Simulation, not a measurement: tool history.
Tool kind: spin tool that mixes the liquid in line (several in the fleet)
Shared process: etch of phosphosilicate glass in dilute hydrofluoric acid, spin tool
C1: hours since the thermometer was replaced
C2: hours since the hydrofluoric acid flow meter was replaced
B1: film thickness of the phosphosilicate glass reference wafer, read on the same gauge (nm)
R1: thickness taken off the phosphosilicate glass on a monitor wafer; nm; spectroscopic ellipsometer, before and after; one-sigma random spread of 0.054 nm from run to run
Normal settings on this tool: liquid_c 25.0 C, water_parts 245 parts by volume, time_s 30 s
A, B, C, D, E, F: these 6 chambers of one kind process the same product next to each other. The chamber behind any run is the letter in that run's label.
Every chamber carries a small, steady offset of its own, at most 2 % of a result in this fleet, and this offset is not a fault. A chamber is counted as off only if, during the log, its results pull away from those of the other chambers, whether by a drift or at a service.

Run 1E, hour 4.9: usual settings; C1 1251.3; C2 649.9; B1 69.994. Result: R1 10.5250 nm.
Run 2D, hour 11.2: usual settings; C1 674.8; C2 1444.8; B1 69.991. Result: R1 10.6630 nm.
Run 3B, hour 17.7: usual settings; C1 1078.4; C2 604.0; B1 69.998. Result: R1 10.7010 nm.
Run 4F, hour 22.8: usual settings; C1 1316.4; C2 892.2; B1 69.996. Result: R1 10.4140 nm.
Run 5A, hour 27.3: usual settings but liquid_c 20.5 C, time_s 40 s; C1 667.5; C2 1274.6; B1 70.062. Result: R1 12.1240 nm.
At hour 31.0: chamber B: thermometer replaced.
Run 6C, hour 34.0: usual settings but liquid_c 20.5 C, time_s 40 s; C1 817.3; C2 422.3; B1 69.984. Result: R1 12.0840 nm.
Run 7F, hour 37.8: usual settings but liquid_c 20.5 C, time_s 40 s; C1 1331.4; C2 907.2; B1 70.011. Result: R1 11.8400 nm.
Run 8E, hour 42.5: usual settings but liquid_c 20.5 C, time_s 40 s; C1 1288.9; C2 687.5; B1 69.997. Result: R1 11.9930 nm.
Run 9A, hour 46.1: usual settings but liquid_c 20.5 C, time_s 40 s; C1 686.3; C2 1293.4; B1 69.978. Result: R1 12.0130 nm.
Run 10D, hour 49.2: usual settings but liquid_c 20.5 C, time_s 40 s; C1 712.8; C2 1482.8; B1 70.011. Result: R1 12.0390 nm.
Run 11C, hour 55.9: usual settings; C1 839.2; C2 444.2; B1 70.029. Result: R1 10.6340 nm.
Run 12B, hour 61.4: usual settings; C1 30.5; C2 647.7; B1 70.046. Result: R1 10.7860 nm.
Run 13C, hour 67.9: usual settings; C1 851.2; C2 456.2; B1 69.974. Result: R1 10.5730 nm.
Run 14D, hour 74.0: usual settings; C1 737.6; C2 1507.6; B1 70.003. Result: R1 10.6230 nm.
Run 15B, hour 80.5: usual settings; C1 49.6; C2 666.8; B1 69.992. Result: R1 10.7840 nm.
Run 16E, hour 83.8: usual settings; C1 1330.2; C2 728.8; B1 70.010. Result: R1 10.5640 nm.
Run 17A, hour 90.7: usual settings; C1 730.9; C2 1338.0; B1 70.023. Result: R1 10.6540 nm.
At hour 94.9: chamber B: hydrofluoric acid flow meter replaced.
Run 18F, hour 97.7: usual settings; C1 1391.3; C2 967.1; B1 69.968. Result: R1 10.3130 nm.
At hour 100.7: chamber E: thermometer replaced.
Run 19F, hour 101.6: usual settings; C1 1395.2; C2 971.0; B1 70.010. Result: R1 10.3580 nm.
Run 20B, hour 107.1: usual settings; C1 76.2; C2 12.3; B1 70.004. Result: R1 10.6890 nm.
Run 21E, hour 112.2: usual settings but water_parts 345 parts by volume, time_s 20 s; C1 11.6; C2 757.2; B1 70.007. Result: R1 4.6625 nm.
Run 22C, hour 115.3: usual settings but water_parts 345 parts by volume, time_s 20 s; C1 898.6; C2 503.6; B1 70.033. Result: R1 4.5075 nm.
Run 23A, hour 121.3: usual settings but water_parts 345 parts by volume, time_s 20 s; C1 761.5; C2 1368.6; B1 70.026. Result: R1 4.5400 nm.
Run 24D, hour 124.7: usual settings but water_parts 345 parts by volume, time_s 20 s; C1 788.3; C2 1558.3; B1 70.010. Result: R1 4.4867 nm.
Run 25A, hour 129.3: usual settings but water_parts 345 parts by volume, time_s 20 s; C1 769.5; C2 1376.6; B1 70.034. Result: R1 4.5496 nm.
Run 26E, hour 133.8: usual settings but water_parts 345 parts by volume, time_s 20 s; C1 33.2; C2 778.8; B1 69.987. Result: R1 4.6794 nm.
Run 27B, hour 139.2: usual settings; C1 108.3; C2 44.4; B1 70.017. Result: R1 10.7180 nm.
Run 28D, hour 146.2: usual settings; C1 809.8; C2 1579.8; B1 70.005. Result: R1 10.5030 nm.
Run 29F, hour 150.0: usual settings; C1 1443.6; C2 1019.4; B1 70.041. Result: R1 10.4620 nm.
Run 30C, hour 155.1: usual settings; C1 938.4; C2 543.4; B1 69.999. Result: R1 10.5100 nm.
Run 31D, hour 158.8: usual settings; C1 822.4; C2 1592.4; B1 70.032. Result: R1 10.5460 nm.
Run 32F, hour 163.5: usual settings but time_s 45 s; C1 1457.1; C2 1032.9; B1 70.001. Result: R1 15.6950 nm.
Run 33B, hour 169.5: usual settings but time_s 45 s; C1 138.6; C2 74.7; B1 70.001. Result: R1 16.0090 nm.
Run 34E, hour 174.1: usual settings but time_s 45 s; C1 73.5; C2 819.1; B1 70.003. Result: R1 16.7590 nm.
Run 35A, hour 179.2: usual settings but time_s 45 s; C1 819.4; C2 1426.5; B1 70.019. Result: R1 15.8850 nm.
Run 36C, hour 183.5: usual settings but time_s 45 s; C1 966.8; C2 571.8; B1 69.974. Result: R1 15.7220 nm.
Run 37D, hour 189.8: usual settings but time_s 45 s; C1 853.4; C2 1623.4; B1 70.004. Result: R1 15.8720 nm.
Run 38E, hour 195.4: usual settings; C1 94.8; C2 840.4; B1 70.023. Result: R1 11.2600 nm.
Run 39C, hour 200.1: usual settings but time_s 15 s; C1 983.4; C2 588.4; B1 70.007. Result: R1 5.2678 nm.
Run 40B, hour 204.1: usual settings but time_s 15 s; C1 173.2; C2 109.3; B1 69.987. Result: R1 5.3609 nm.
Run 41A, hour 207.8: usual settings but time_s 15 s; C1 848.0; C2 1455.1; B1 69.972. Result: R1 5.3059 nm.
Run 42F, hour 212.4: usual settings but time_s 15 s; C1 1506.0; C2 1081.8; B1 69.970. Result: R1 5.1937 nm.

Is one chamber off against the others, does the gauge drift, or is nothing wrong? If a chamber is off, say which, and what the likeliest cause is.

It is chamber E that slowly wanders off from its peers.
Most likely cause: hydrofluoric acid flow above the setpoint (%) = 5.83.

Which of the 4 candidates below, each the usual settings with something changed and its results left as question marks, puts chamber E back in line with what the other chambers give on the usual settings?
In-line tolerance around the mean of the other chambers on the usual settings: R1 0.1900 nm
Run 43E-1, hour 217.4: usual settings but water_parts 260 parts by volume. Result: R1 ?.
Run 43E-2, hour 217.4: usual settings but water_parts 230 parts by volume. Result: R1 ?.
Run 43E-3, hour 217.4: usual settings but water_parts 250 parts by volume. Result: R1 ?.
Run 43E-4, hour 217.4: usual settings but water_parts 240 parts by volume. Result: R1 ?.

Usual-settings mean across the other chambers: R1 10.5860 nm
  run       R1
43E-1  10.5720
43E-2  12.2890
43E-3  11.0970
43E-4  11.6670
With 43E-1, the chamber falls back in line with the rest.
